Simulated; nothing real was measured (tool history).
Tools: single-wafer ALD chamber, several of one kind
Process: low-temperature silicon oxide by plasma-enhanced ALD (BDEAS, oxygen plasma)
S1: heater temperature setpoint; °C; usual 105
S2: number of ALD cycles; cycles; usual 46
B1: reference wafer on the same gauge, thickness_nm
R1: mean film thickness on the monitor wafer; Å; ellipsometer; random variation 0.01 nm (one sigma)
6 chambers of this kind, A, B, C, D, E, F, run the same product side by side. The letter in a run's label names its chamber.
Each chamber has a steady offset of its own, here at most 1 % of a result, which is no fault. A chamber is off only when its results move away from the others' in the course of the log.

run	hour	S1	S2	B1	R1
1C	3.1	105	46	6.4443	65.856
2F	5.7	105	46	6.4409	64.901
3B	10.8	105	46	6.4426	65.108
4D	15.3	105	46	6.4432	65.416
5E	19.3	105	46	6.4455	65.247
6A	22.6	94	41	6.4452	60.162
7A	26.6	94	41	6.4433	59.967
8E	30.3	94	41	6.4474	60.124
9B	35.3	94	41	6.449	59.855
10D	39.2	94	41	6.4496	60.094
11F	44.3	94	41	6.4504	59.606
12C	47.2	105	46	6.4507	65.794
13A	52.2	105	46	6.4553	65.435
14C	57.1	105	46	6.4541	65.887
# hour 59.8: chamber B: thermocouple changed; heater temperature recalibrated
15B	62.1	105	46	6.4553	65.229
16F	67.2	113	38	6.4578	52.829
17E	71.2	113	38	6.4561	53.218
18D	75.2	113	38	6.4603	53.265
19F	80	113	38	6.4615	52.869
20E	84.2	113	38	6.4576	53.231
21B	88.6	113	38	6.462	52.934
22A	92.5	105	46	6.4653	65.446
23C	96.5	105	46	6.4635	65.898
24D	100.5	105	46	6.4639	65.407
25F	105	105	46	6.4642	65.148
26C	108.8	105	46	6.4657	65.893
27E	112	105	46	6.4689	65.692
28D	115.6	105	46	6.4708	65.341
29A	118.6	105	46	6.4686	65.597
30B	123.6	105	46	6.4716	65.244
31B	126.8	105	46	6.4691	65.219
32A	130.4	105	46	6.4762	65.645
33D	135.1	105	46	6.4761	65.568
34E	139.4	105	46	6.4734	65.701
35F	143.2	105	49	6.4758	69.663
36C	147.5	105	49	6.476	70.483
37D	152.3	105	49	6.4765	69.751
38E	156.6	105	49	6.4812	69.842
39A	160.1	105	49	6.4782	69.963
40F	163.6	105	49	6.481	69.701
41B	168.5	105	46	6.4797	65.41

Next, every chamber runs the same settings. What will each give?
42A	172.2	96	46		?
42B	172.2	96	46		?
42C	172.2	96	46		?
42D	172.2	96	46		?
42E	172.2	96	46		?
42F	172.2	96	46		?

run	R1
42A	67.222
42B	67.061
42C	67.835
42D	67.172
42E	67.52
42F	66.682

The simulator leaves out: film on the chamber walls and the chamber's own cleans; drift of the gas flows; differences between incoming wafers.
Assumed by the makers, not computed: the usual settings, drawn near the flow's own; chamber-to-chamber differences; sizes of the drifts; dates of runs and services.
